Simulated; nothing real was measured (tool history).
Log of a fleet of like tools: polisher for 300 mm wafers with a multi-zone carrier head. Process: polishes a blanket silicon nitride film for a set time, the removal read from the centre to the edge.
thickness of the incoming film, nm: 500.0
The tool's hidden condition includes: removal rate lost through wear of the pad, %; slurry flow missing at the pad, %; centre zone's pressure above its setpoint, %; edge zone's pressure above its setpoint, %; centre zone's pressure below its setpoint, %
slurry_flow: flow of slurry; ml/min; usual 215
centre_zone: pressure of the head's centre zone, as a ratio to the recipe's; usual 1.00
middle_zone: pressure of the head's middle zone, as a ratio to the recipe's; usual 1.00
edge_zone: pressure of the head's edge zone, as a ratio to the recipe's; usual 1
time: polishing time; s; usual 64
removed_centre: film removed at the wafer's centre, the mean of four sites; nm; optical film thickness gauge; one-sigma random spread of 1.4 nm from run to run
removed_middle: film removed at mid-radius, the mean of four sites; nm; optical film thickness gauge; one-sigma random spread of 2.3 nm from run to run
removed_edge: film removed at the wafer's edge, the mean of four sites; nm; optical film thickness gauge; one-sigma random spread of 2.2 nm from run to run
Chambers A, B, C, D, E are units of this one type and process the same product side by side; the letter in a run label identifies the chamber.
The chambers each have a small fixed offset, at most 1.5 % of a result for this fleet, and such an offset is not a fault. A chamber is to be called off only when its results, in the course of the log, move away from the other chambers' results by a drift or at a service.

run   hour  slurry_flow  centre_zone  middle_zone  edge_zone  time  wafers polished on this pad  hours since the slurry nozzle was cleaned  hours since the centre zone pressure was calibrated  hours since the edge zone pressure was calibrated  removed_centre  removed_middle  removed_edge
 1D    6.5          215         1.00         1.00          1    64                           47                                       30.5                                                569.5                                              744.3          157.73          161.06        159.30
       9.2  -- chamber C: worn pad replaced by a new one
 2C   12.3          215         1.00         1.00          1    64                           19                                      194.4                                                378.5                                              909.5          161.70          158.94        163.45
      20.5  -- chamber C: edge zone pressure recalibrated
 3A   24.8          215         1.00         1.00          1    64                          611                                      131.5                                               1385.6                                              975.9          158.25          162.30        158.64
 4E   36.9          215         1.00         1.00          1    64                          389                                      344.5                                                497.9                                              120.3          161.01          162.49        162.67
 5B   43.8          215         1.00         1.00          1    64                          417                                      194.1                                               1071.6                                               64.3          162.34          161.60        159.22
 6A   51.4          215         1.00         1.00          1    64                          780                                      158.1                                               1412.2                                             1002.5          158.52          163.61        160.33
      58.5  -- chamber B: worn pad replaced by a new one
 7D   59.7          215         1.00         1.00          1    64                          386                                       83.7                                                622.7                                              797.5          162.67          162.83        161.98
      63.8  -- chamber E: centre zone pressure recalibrated
      66.0  -- chamber B: centre zone pressure recalibrated
 8E   66.0          215         1.00         1.00          1    64                          574                                      373.6                                                  2.3                                              149.4          161.41          164.23        159.98
      72.6  -- chamber A: centre zone pressure recalibrated
 9B   78.1          215         1.00         1.00          1    64                          125                                      228.4                                                 12.1                                               98.6          162.57          158.12        159.63
10C   88.3          215         1.00         1.00          1    64                          504                                      270.4                                                454.5                                               67.8          161.36          164.97        162.53
11D   96.9          215         1.00         1.00          1    64                          623                                      120.9                                                659.9                                              834.7          160.65          164.42        159.93
12A  109.3          215         1.00         1.00          1    64                         1149                                      216.0                                                 36.8                                             1060.4          158.82          160.35        162.11
     112.9  -- chamber C: centre zone pressure recalibrated
13C  116.7          215         1.00         1.00          1    64                          685                                      298.8                                                  3.8                                               96.2          163.24          165.43        159.18
     120.8  -- chamber C: worn pad replaced by a new one
     122.3  -- chamber A: worn pad replaced by a new one
14B  127.9          215         1.00         1.00          1    64                          442                                      278.2                                                 61.9                                              148.4          161.55          161.13        159.62
15E  135.0          215         1.00         1.00          1    64                         1014                                      442.6                                                 71.3                                              218.4          161.28          166.40        159.67
16A  143.3          215         1.00         1.00          1    64                          134                                      250.0                                                 70.8                                             1094.4          156.12          164.36        157.89
     145.5  -- chamber B: worn pad replaced by a new one
17D  149.9          215         1.00         1.00          1    64                          961                                      173.9                                                712.9                                              887.7          157.47          164.95        164.05
18B  161.3          215         1.00         1.00          1    64                          100                                      311.6                                                 95.3                                              181.8          163.76          163.08        160.36
19E  169.2          215         1.00         1.00          1    64                         1232                                      476.8                                                105.5                                              252.6          160.38          163.98        165.38
20C  175.8          215         1.00         1.00          1    64                          350                                      357.9                                                 62.9                                              155.3          162.48          162.77        162.25
     182.1  -- chamber E: worn pad replaced by a new one
     182.7  -- chamber D: worn pad replaced by a new one
21C  186.1          215         1.00         1.00          1    64                          416                                      368.2                                                 73.2                                              165.6          160.09          162.12        162.66
     191.9  -- chamber B: slurry nozzle cleaned
22B  193.1          215         1.00         1.00          1    64                          303                                        1.3                                                127.1                                              213.6          163.22          163.83        162.38
23E  199.4          215         0.89         0.88          1    64                          110                                      507.0                                                135.7                                              282.8          141.38          143.85        164.28
24D  207.5          215         0.89         0.88          1    64                          158                                      231.5                                                770.5                                              945.3          137.60          145.21        164.90
     211.8  -- chamber C: worn pad replaced by a new one
     212.6  -- chamber A: slurry nozzle cleaned
25A  213.4          215         0.89         0.88          1    64                          581                                        0.9                                                140.9                                             1164.5          139.14          147.11        162.25
26C  219.8          215         0.89         0.88          1    64                           51                                      401.9                                                106.9                                              199.3          141.17          145.90        162.03
27E  226.2          215         0.89         0.88          1    64                          281                                      533.8                                                162.5                                              309.6          142.07          147.05        159.74
     230.2  -- chamber B: worn pad replaced by a new one
     232.0  -- chamber C: slurry nozzle cleaned
28A  235.3          215         1.00         1.00          1    52                          720                                       22.8                                                162.8                                             1186.4          130.28          133.97        130.30
     239.2  -- chamber E: edge zone pressure recalibrated
29B  245.1          215         1.00         1.00          1    52                           95                                       53.3                                                179.1                                              265.6          132.57          131.48        133.40
30D  255.7          215         1.00         1.00          1    52                          465                                      279.7                                                818.7                                              993.5          125.79          132.39        131.72
31D  267.5          215         1.00         1.00          1    52                          540                                      291.5                                                830.5                                             1005.3          126.00          131.10        132.57
32C  280.5          215         1.00         1.00          1    52                          438                                       48.6                                                167.6                                              260.0          129.47          133.06        131.62
33E  288.8          215         1.00         1.00          1    64                          680                                      596.4                                                225.1                                               49.7          161.57          161.22        164.59
34A  295.1          215         1.00         1.00          1    64                         1101                                       82.6                                                222.6                                             1246.2          158.90          161.56        159.05
35B  307.4          215         1.00         1.00          1    64                          492                                      115.6                                                241.4                                              327.9          161.61          155.89        160.13
36E  316.0          215         1.00         1.00          1    64                          853                                      623.6                                                252.3                                               76.9          160.26          160.48        164.64

Does one chamber stand apart from the rest, does the shared gauge drift, or is all well apart from small per-chamber offsets? Give the chamber and the most likely cause, where there is one.

It is chamber D that slowly wanders off from its peers.
Most likely cause: centre zone's pressure below its setpoint, % = 4.5.

Which of the 4 candidates below, each the usual settings with something changed and its results left as question marks, puts chamber D back in line with what the other chambers give on the usual settings?
In-line tolerance around the mean of the other chambers on the usual settings: removed_centre 4.70 nm; removed_middle 7.90 nm; removed_edge 7.70 nm
37D-1  325.5          215         1.04         0.98       0.99    64                                                                                                                                                                                               ?               ?             ?
37D-2  325.5          215         0.96         1.02       1.01    64                                                                                                                                                                                               ?               ?             ?
37D-3  325.5          220         1.08         0.96       0.98    65                                                                                                                                                                                               ?               ?             ?
37D-4  325.5          210         0.92         1.04       1.02    63                                                                                                                                                                                               ?               ?             ?

Usual-settings mean across the other chambers: removed_centre 161.04 nm; removed_middle 162.08 nm; removed_edge 161.38 nm
  run  removed_centre  removed_middle  removed_edge
37D-1          159.16          161.12        159.11
37D-2          145.98          167.23        160.72
37D-3          168.91          161.03        161.14
37D-4          136.72          167.09        158.62
It is 37D-1 that realigns the chamber with its peers.
